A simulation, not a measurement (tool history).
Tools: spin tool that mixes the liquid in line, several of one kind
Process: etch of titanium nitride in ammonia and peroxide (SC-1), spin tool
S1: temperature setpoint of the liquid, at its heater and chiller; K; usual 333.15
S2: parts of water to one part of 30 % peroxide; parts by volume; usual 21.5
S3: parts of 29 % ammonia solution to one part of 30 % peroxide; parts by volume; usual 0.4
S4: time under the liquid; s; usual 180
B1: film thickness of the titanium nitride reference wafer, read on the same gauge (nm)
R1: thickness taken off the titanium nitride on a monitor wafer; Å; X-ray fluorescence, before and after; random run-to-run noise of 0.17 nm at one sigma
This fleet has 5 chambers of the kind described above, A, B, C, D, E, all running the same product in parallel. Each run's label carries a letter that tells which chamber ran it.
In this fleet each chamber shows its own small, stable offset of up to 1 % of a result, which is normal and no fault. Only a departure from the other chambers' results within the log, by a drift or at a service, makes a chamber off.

run,hour,S1,S2,S3,S4,B1,R1
1A,5.1,333.15,21.5,0.4,180,49.990,175.99
2E,12.6,333.15,21.5,0.4,180,50.011,175.37
3D,21.2,333.15,21.5,0.4,180,49.998,176.53
4B,27.8,333.15,21.5,0.4,180,50.011,178.41
5C,38.6,333.15,21.5,0.4,180,49.980,181.20
6C,46.8,333.15,21.5,0.4,180,49.993,180.02
7E,54.5,333.15,21.5,0.4,180,49.959,176.66
# hour 61.5: chamber A: heated supply line repaired
8A,64.0,333.15,21.5,0.4,180,50.019,179.77
9D,69.0,333.15,21.5,0.4,180,49.995,179.94
# hour 72.6: chamber A: ammonia flow meter replaced
10B,79.6,333.15,21.5,0.4,180,50.014,177.78
11A,86.0,333.15,13.5,0.4,280,49.963,369.67
12C,92.7,333.15,13.5,0.4,280,50.024,361.02
13E,103.1,333.15,13.5,0.4,280,50.003,359.59
14D,113.0,333.15,13.5,0.4,280,49.977,365.68
15B,119.3,333.15,13.5,0.4,280,50.009,361.03
16C,129.7,333.15,21.5,0.4,180,50.003,178.73
17E,137.3,333.15,21.5,0.4,180,49.995,178.55
18D,144.3,333.15,21.5,0.4,180,50.004,178.59
# hour 150.0: chamber E: ammonia flow meter replaced
19B,150.8,333.15,21.5,0.4,180,50.006,177.52
20A,159.8,333.15,21.5,0.4,180,50.019,177.74
21D,166.4,333.15,21.5,0.4,180,50.004,177.65
22C,177.2,333.15,26.0,0.4,180,49.979,162.30
23B,187.0,333.15,26.0,0.4,180,50.012,158.03
24A,193.3,333.15,26.0,0.4,180,50.014,153.63
25E,200.4,333.15,26.0,0.4,180,50.015,159.44
26D,210.0,333.15,26.0,0.4,180,49.973,157.91
27A,216.4,333.15,21.5,0.4,180,50.010,169.15
28E,224.1,333.15,21.5,0.4,180,49.987,180.30
29B,232.4,333.15,21.5,0.4,145,49.972,144.07
30C,237.4,333.15,21.5,0.4,145,49.979,147.01
31D,243.5,333.15,21.5,0.4,145,49.992,142.39
32C,254.0,333.15,21.5,0.4,145,50.000,144.29
33A,263.2,333.15,21.5,0.4,145,49.981,135.50
34B,268.0,333.15,21.5,0.4,180,50.002,176.11
35E,278.8,333.15,21.5,0.4,180,49.988,180.18
36A,284.3,333.15,21.5,0.4,180,49.977,162.56
37C,290.5,333.15,21.5,0.4,180,49.984,182.62

The same settings go to every chamber for the next run, one line per chamber below. Forecast the results for each:
38A,298.2,333.15,21.5,0.4,180,,?
38B,298.2,333.15,21.5,0.4,180,,?
38C,298.2,333.15,21.5,0.4,180,,?
38D,298.2,333.15,21.5,0.4,180,,?
38E,298.2,333.15,21.5,0.4,180,,?

run,R1
38A,163.57
38B,177.28
38C,178.85
38D,177.61
38E,176.54

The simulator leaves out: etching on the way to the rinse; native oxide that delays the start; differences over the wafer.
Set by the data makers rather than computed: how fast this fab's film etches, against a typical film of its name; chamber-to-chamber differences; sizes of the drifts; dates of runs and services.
